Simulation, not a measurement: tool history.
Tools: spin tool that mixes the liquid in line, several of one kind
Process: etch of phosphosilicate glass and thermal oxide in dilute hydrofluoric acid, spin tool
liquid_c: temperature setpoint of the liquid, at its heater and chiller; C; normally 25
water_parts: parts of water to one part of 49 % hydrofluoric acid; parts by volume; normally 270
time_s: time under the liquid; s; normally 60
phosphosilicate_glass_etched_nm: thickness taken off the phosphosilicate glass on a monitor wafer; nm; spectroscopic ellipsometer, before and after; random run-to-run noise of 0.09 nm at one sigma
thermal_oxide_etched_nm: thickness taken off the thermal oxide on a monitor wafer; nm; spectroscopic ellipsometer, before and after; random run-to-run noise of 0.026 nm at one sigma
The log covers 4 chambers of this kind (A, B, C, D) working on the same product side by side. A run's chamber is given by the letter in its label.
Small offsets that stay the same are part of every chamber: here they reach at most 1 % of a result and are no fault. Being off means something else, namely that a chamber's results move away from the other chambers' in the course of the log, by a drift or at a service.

run   hour  liquid_c  water_parts  time_s  read-back film thickness of the phosphosilicate glass reference wafer, read on the same gauge (nm)  read-back film thickness of the thermal oxide reference wafer, read on the same gauge (nm)  phosphosilicate_glass_etched_nm  thermal_oxide_etched_nm
 1A   10.2        25          270      60                                                                                              129.95                                                                                      90.026                           11.456                  0.94015
 2D     16        25          270      60                                                                                              129.99                                                                                      89.952                           11.395                  0.92816
 3C   21.9        25          270      60                                                                                              129.98                                                                                       89.99                           11.616                  0.95971
 4B   29.7        25          270      60                                                                                              130.03                                                                                          90                           11.382                   1.0167
 5D   39.3        25          270      60                                                                                              129.99                                                                                      89.995                           11.426                  0.91924
 6A   49.3        25          270      60                                                                                              130.01                                                                                      90.018                           11.592                  0.94168
 7B   57.2        25          270      60                                                                                              129.97                                                                                      89.993                           11.346                  0.95197
 8C   68.7        25          270      60                                                                                              130.04                                                                                      90.037                           11.611                  0.91624
 9A   80.6        25          270      60                                                                                              129.99                                                                                      90.009                           11.484                  0.97275
10D   93.3        25          270      60                                                                                              129.97                                                                                      90.003                           11.283                  0.92885
11B  104.2        25          270      60                                                                                              129.99                                                                                      89.986                           11.211                  0.93181
12C  114.2        25          270      60                                                                                              130.02                                                                                       90.01                           11.647                  0.95387
13B  126.3        25          270      60                                                                                              129.99                                                                                      90.021                           11.433                  0.95825
14D  131.8        25          270      60                                                                                              130.02                                                                                      89.996                           11.386                  0.93869
15A  142.4        25          270      60                                                                                              130.03                                                                                      89.988                           11.685                  0.86508
16C  149.8        25          270      60                                                                                              129.97                                                                                      90.005                           11.559                  0.94236
17A  155.3        25          270      60                                                                                              129.95                                                                                      89.986                           11.496                  0.94118
18C  163.9        25          270      60                                                                                              129.99                                                                                      89.982                           11.472                  0.95665
19D  176.4        25          270      60                                                                                              130.02                                                                                      90.017                           11.355                  0.92661
20B  189.1        25          270      60                                                                                              130.03                                                                                      90.029                           11.361                  0.91268
21B  196.6        25          270      60                                                                                                 130                                                                                      90.006                           11.339                   0.9525
22D  205.2        25          270      60                                                                                              130.03                                                                                      89.947                             11.3                  0.96643
23C  217.1      28.5          270      60                                                                                              130.01                                                                                       89.99                           12.962                   1.0038
24A  226.1      28.5          270      60                                                                                              130.02                                                                                      90.015                           12.945                   1.0816
25D  235.9      28.5          270      60                                                                                              129.99                                                                                      89.963                           13.119                   1.0802
26A  245.3      28.5          270      60                                                                                                 130                                                                                      90.027                           13.001                   1.0603

Is one chamber off against the others, does the gauge drift, or is nothing wrong? If a chamber is off, say which, and what the likeliest cause is.

No chamber stands off beyond its own small offset, and the gauge holds steady.
